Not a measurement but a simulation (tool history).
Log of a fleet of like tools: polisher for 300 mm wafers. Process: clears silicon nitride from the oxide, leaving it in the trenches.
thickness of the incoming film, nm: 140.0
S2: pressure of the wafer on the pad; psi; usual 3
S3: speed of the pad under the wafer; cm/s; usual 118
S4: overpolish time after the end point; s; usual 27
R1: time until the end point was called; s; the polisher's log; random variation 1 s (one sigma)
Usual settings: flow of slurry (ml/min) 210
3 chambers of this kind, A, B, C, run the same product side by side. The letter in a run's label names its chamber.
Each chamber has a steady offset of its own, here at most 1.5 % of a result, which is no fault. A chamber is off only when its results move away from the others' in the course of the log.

Run 1C, hour 9.6: usual settings. Result: R1 126.150 s.
Run 2A, hour 16.8: usual settings. Result: R1 123.140 s.
Run 3B, hour 26.0: usual settings. Result: R1 127.020 s.
Run 4A, hour 31.5: usual settings. Result: R1 123.080 s.
At hour 37.0: chamber B: worn pad replaced by a new one.
Run 5C, hour 38.2: usual settings but flow of slurry (ml/min) 280, S3 152 cm/s. Result: R1 95.893 s.
Run 6B, hour 49.6: usual settings but flow of slurry (ml/min) 280, S3 152 cm/s. Result: R1 93.407 s.
Run 7B, hour 58.3: usual settings but flow of slurry (ml/min) 280, S3 152 cm/s. Result: R1 95.144 s.
Run 8A, hour 69.1: usual settings. Result: R1 123.340 s.
Run 9C, hour 76.6: usual settings. Result: R1 126.640 s.
Run 10C, hour 84.9: usual settings. Result: R1 125.780 s.
Run 11B, hour 96.4: usual settings. Result: R1 126.390 s.
Run 12A, hour 105.6: usual settings but S3 154 cm/s, S4 21 s. Result: R1 94.989 s.
At hour 107.0: chamber B: worn pad replaced by a new one.
Run 13C, hour 114.7: usual settings but S3 154 cm/s, S4 21 s. Result: R1 96.712 s.
Run 14B, hour 120.8: usual settings but S3 154 cm/s, S4 21 s. Result: R1 95.278 s.
Run 15A, hour 127.8: usual settings. Result: R1 127.800 s.
Run 16C, hour 135.4: usual settings. Result: R1 126.260 s.
Run 17A, hour 144.8: usual settings. Result: R1 126.000 s.
At hour 146.8: chamber C: worn pad replaced by a new one.
Run 18B, hour 152.5: usual settings but S4 16 s. Result: R1 125.700 s.
Run 19B, hour 159.0: usual settings but S4 16 s. Result: R1 125.110 s.
Run 20A, hour 170.3: usual settings but S4 16 s. Result: R1 126.790 s.
At hour 177.1: chamber B: worn pad replaced by a new one.
Run 21C, hour 178.2: usual settings. Result: R1 124.960 s.
Run 22B, hour 186.2: usual settings. Result: R1 126.710 s.
Run 23A, hour 194.6: usual settings. Result: R1 128.790 s.
Run 24C, hour 203.8: usual settings. Result: R1 125.280 s.
Run 25C, hour 209.9: usual settings. Result: R1 124.300 s.

All 3 chambers run these settings next. Forecast each chamber's results:
Run 26A, hour 218.3: usual settings but S4 21 s. Result: R1 ?.
Run 26B, hour 218.3: usual settings but S4 21 s. Result: R1 ?.
Run 26C, hour 218.3: usual settings but S4 21 s. Result: R1 ?.

run       R1
26A  131.350
26B  128.370
26C  125.570

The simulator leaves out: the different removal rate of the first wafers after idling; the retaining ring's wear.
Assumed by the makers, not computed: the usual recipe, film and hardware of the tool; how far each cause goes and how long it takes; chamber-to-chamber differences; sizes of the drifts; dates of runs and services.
